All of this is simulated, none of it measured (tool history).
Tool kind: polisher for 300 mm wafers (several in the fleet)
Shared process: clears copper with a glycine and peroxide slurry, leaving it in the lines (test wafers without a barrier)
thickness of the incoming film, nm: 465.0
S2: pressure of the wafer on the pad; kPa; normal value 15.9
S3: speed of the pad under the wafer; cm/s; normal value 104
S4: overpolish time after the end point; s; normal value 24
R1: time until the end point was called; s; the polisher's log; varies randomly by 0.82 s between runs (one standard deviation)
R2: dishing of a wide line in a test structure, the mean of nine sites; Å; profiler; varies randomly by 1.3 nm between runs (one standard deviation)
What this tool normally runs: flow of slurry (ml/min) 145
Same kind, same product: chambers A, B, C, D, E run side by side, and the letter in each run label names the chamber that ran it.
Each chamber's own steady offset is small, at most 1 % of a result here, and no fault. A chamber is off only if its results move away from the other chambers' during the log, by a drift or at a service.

{"day": 0.238, "done": "chamber C: worn pad replaced by a new one"}
{"run": "1A", "day": 0.258, "flow of slurry (ml/min)": 145, "S2": 15.9, "S3": 104, "S4": 24, "R1": 99.68, "R2": 582.22}
{"run": "2B", "day": 0.471, "flow of slurry (ml/min)": 145, "S2": 15.9, "S3": 104, "S4": 24, "R1": 100.64, "R2": 529.48}
{"day": 0.525, "done": "chamber E: slurry nozzle cleaned"}
{"day": 0.667, "done": "chamber B: worn pad replaced by a new one"}
{"run": "3E", "day": 0.875, "flow of slurry (ml/min)": 145, "S2": 15.9, "S3": 104, "S4": 24, "R1": 100.35, "R2": 549.16}
{"run": "4D", "day": 1.246, "flow of slurry (ml/min)": 145, "S2": 15.9, "S3": 104, "S4": 24, "R1": 98.381, "R2": 550.57}
{"day": 1.512, "done": "chamber B: slurry nozzle cleaned"}
{"run": "5C", "day": 1.562, "flow of slurry (ml/min)": 145, "S2": 19.3, "S3": 130, "S4": 24, "R1": 69.358, "R2": 647.77}
{"day": 1.696, "done": "chamber A: worn pad replaced by a new one"}
{"run": "6E", "day": 1.846, "flow of slurry (ml/min)": 145, "S2": 19.3, "S3": 130, "S4": 24, "R1": 70.595, "R2": 648.98}
{"run": "7C", "day": 2.196, "flow of slurry (ml/min)": 145, "S2": 19.3, "S3": 130, "S4": 24, "R1": 69.283, "R2": 680.19}
{"day": 2.471, "done": "chamber D: head pressure recalibrated"}
{"run": "8B", "day": 2.55, "flow of slurry (ml/min)": 145, "S2": 19.3, "S3": 130, "S4": 24, "R1": 70.081, "R2": 637.21}
{"day": 2.638, "done": "chamber D: worn pad replaced by a new one"}
{"run": "9D", "day": 2.988, "flow of slurry (ml/min)": 145, "S2": 19.3, "S3": 130, "S4": 24, "R1": 69.194, "R2": 641.97}
{"day": 3.121, "done": "chamber D: slurry nozzle cleaned"}
{"day": 3.267, "done": "chamber B: worn pad replaced by a new one"}
{"run": "10A", "day": 3.362, "flow of slurry (ml/min)": 145, "S2": 15.9, "S3": 104, "S4": 24, "R1": 97.459, "R2": 584.09}
{"run": "11C", "day": 3.775, "flow of slurry (ml/min)": 145, "S2": 15.9, "S3": 104, "S4": 24, "R1": 99.388, "R2": 554.29}
{"run": "12B", "day": 4.096, "flow of slurry (ml/min)": 145, "S2": 15.9, "S3": 104, "S4": 24, "R1": 99.549, "R2": 538.16}
{"run": "13A", "day": 4.442, "flow of slurry (ml/min)": 145, "S2": 15.9, "S3": 104, "S4": 24, "R1": 99.317, "R2": 573.33}
{"day": 4.808, "done": "chamber C: worn pad replaced by a new one"}
{"day": 4.817, "done": "chamber A: worn pad replaced by a new one"}
{"day": 4.867, "done": "chamber E: worn pad replaced by a new one"}
{"run": "14E", "day": 4.875, "flow of slurry (ml/min)": 145, "S2": 15.9, "S3": 104, "S4": 24, "R1": 100.12, "R2": 554.65}
{"run": "15D", "day": 5.258, "flow of slurry (ml/min)": 145, "S2": 17.9, "S3": 78, "S4": 24, "R1": 114.07, "R2": 515.11}
{"run": "16E", "day": 5.692, "flow of slurry (ml/min)": 145, "S2": 17.9, "S3": 78, "S4": 24, "R1": 112.78, "R2": 527.99}
{"day": 5.796, "done": "chamber D: worn pad replaced by a new one"}
{"day": 5.904, "done": "chamber B: worn pad replaced by a new one"}
{"run": "17B", "day": 6.021, "flow of slurry (ml/min)": 145, "S2": 17.9, "S3": 78, "S4": 24, "R1": 112.77, "R2": 523.9}
{"run": "18C", "day": 6.296, "flow of slurry (ml/min)": 145, "S2": 17.9, "S3": 78, "S4": 24, "R1": 112.94, "R2": 521.62}
{"run": "19A", "day": 6.725, "flow of slurry (ml/min)": 145, "S2": 17.9, "S3": 78, "S4": 24, "R1": 115.63, "R2": 535.79}
{"run": "20D", "day": 6.975, "flow of slurry (ml/min)": 145, "S2": 15.9, "S3": 104, "S4": 24, "R1": 98.186, "R2": 568.61}
{"day": 7.142, "done": "chamber A: head pressure recalibrated"}
{"day": 7.258, "done": "chamber A: worn pad replaced by a new one"}
{"run": "21A", "day": 7.35, "flow of slurry (ml/min)": 145, "S2": 15.9, "S3": 104, "S4": 24, "R1": 101.12, "R2": 539.25}
{"day": 7.533, "done": "chamber C: slurry nozzle cleaned"}
{"run": "22E", "day": 7.65, "flow of slurry (ml/min)": 145, "S2": 15.9, "S3": 104, "S4": 24, "R1": 100.38, "R2": 538.22}
{"run": "23D", "day": 7.929, "flow of slurry (ml/min)": 145, "S2": 15.9, "S3": 104, "S4": 24, "R1": 98.329, "R2": 552.69}
{"run": "24B", "day": 8.154, "flow of slurry (ml/min)": 145, "S2": 15.9, "S3": 104, "S4": 24, "R1": 99.343, "R2": 559.87}
{"run": "25C", "day": 8.483, "flow of slurry (ml/min)": 145, "S2": 15.9, "S3": 104, "S4": 24, "R1": 99.07, "R2": 543.51}
{"day": 8.658, "done": "chamber B: worn pad replaced by a new one"}
{"run": "26C", "day": 8.725, "flow of slurry (ml/min)": 145, "S2": 15.9, "S3": 104, "S4": 24, "R1": 97.666, "R2": 545.63}
{"run": "27A", "day": 9.021, "flow of slurry (ml/min)": 145, "S2": 15.9, "S3": 104, "S4": 24, "R1": 103.84, "R2": 550.35}
{"day": 9.233, "done": "chamber C: worn pad replaced by a new one"}
{"day": 9.446, "done": "chamber D: worn pad replaced by a new one"}
{"run": "28B", "day": 9.467, "flow of slurry (ml/min)": 145, "S2": 15.9, "S3": 104, "S4": 24, "R1": 100.16, "R2": 553.48}
{"run": "29E", "day": 9.675, "flow of slurry (ml/min)": 145, "S2": 15.9, "S3": 104, "S4": 24, "R1": 99.672, "R2": 557.63}
{"run": "30D", "day": 9.971, "flow of slurry (ml/min)": 145, "S2": 15.9, "S3": 104, "S4": 24, "R1": 99.967, "R2": 547.45}
{"day": 10.175, "done": "chamber A: worn pad replaced by a new one"}
{"run": "31B", "day": 10.262, "flow of slurry (ml/min)": 145, "S2": 15.9, "S3": 104, "S4": 24, "R1": 100.05, "R2": 544.37}
{"day": 10.504, "done": "chamber E: worn pad replaced by a new one"}
{"run": "32A", "day": 10.696, "flow of slurry (ml/min)": 145, "S2": 15.9, "S3": 104, "S4": 24, "R1": 105.17, "R2": 535.12}
{"run": "33C", "day": 11.088, "flow of slurry (ml/min)": 145, "S2": 15.9, "S3": 104, "S4": 24, "R1": 96.88, "R2": 574.99}
{"day": 11.092, "done": "chamber E: slurry nozzle cleaned"}
{"day": 11.308, "done": "chamber B: worn pad replaced by a new one"}
{"day": 11.421, "done": "chamber C: head pressure recalibrated"}
{"run": "34E", "day": 11.525, "flow of slurry (ml/min)": 145, "S2": 15.9, "S3": 104, "S4": 24, "R1": 98.974, "R2": 578.86}
{"run": "35D", "day": 11.929, "flow of slurry (ml/min)": 145, "S2": 15.9, "S3": 104, "S4": 24, "R1": 99.262, "R2": 553.34}
{"run": "36C", "day": 12.192, "flow of slurry (ml/min)": 145, "S2": 15.9, "S3": 104, "S4": 24, "R1": 99.14, "R2": 564.92}
{"run": "37B", "day": 12.562, "flow of slurry (ml/min)": 145, "S2": 15.9, "S3": 104, "S4": 24, "R1": 100.17, "R2": 545.28}
{"run": "38E", "day": 12.788, "flow of slurry (ml/min)": 145, "S2": 15.9, "S3": 104, "S4": 24, "R1": 98.45, "R2": 563.53}
{"run": "39D", "day": 13.054, "flow of slurry (ml/min)": 145, "S2": 15.9, "S3": 104, "S4": 24, "R1": 98.699, "R2": 569.15}
{"day": 13.196, "done": "chamber A: worn pad replaced by a new one"}
{"run": "40A", "day": 13.312, "flow of slurry (ml/min)": 145, "S2": 15.9, "S3": 104, "S4": 24, "R1": 108.39, "R2": 545.4}

All 5 chambers run these settings next. Forecast each chamber's results:
{"run": "41A", "day": 13.633, "flow of slurry (ml/min)": 145, "S2": 15.9, "S3": 104, "S4": 24, "R1": "?", "R2": "?"}
{"run": "41B", "day": 13.633, "flow of slurry (ml/min)": 145, "S2": 15.9, "S3": 104, "S4": 24, "R1": "?", "R2": "?"}
{"run": "41C", "day": 13.633, "flow of slurry (ml/min)": 145, "S2": 15.9, "S3": 104, "S4": 24, "R1": "?", "R2": "?"}
{"run": "41D", "day": 13.633, "flow of slurry (ml/min)": 145, "S2": 15.9, "S3": 104, "S4": 24, "R1": "?", "R2": "?"}
{"run": "41E", "day": 13.633, "flow of slurry (ml/min)": 145, "S2": 15.9, "S3": 104, "S4": 24, "R1": "?", "R2": "?"}

run=41A R1=108.470 R2=521.83
run=41B R1=99.547 R2=556.03
run=41C R1=98.663 R2=553.43
run=41D R1=98.416 R2=558.70
run=41E R1=99.277 R2=582.03
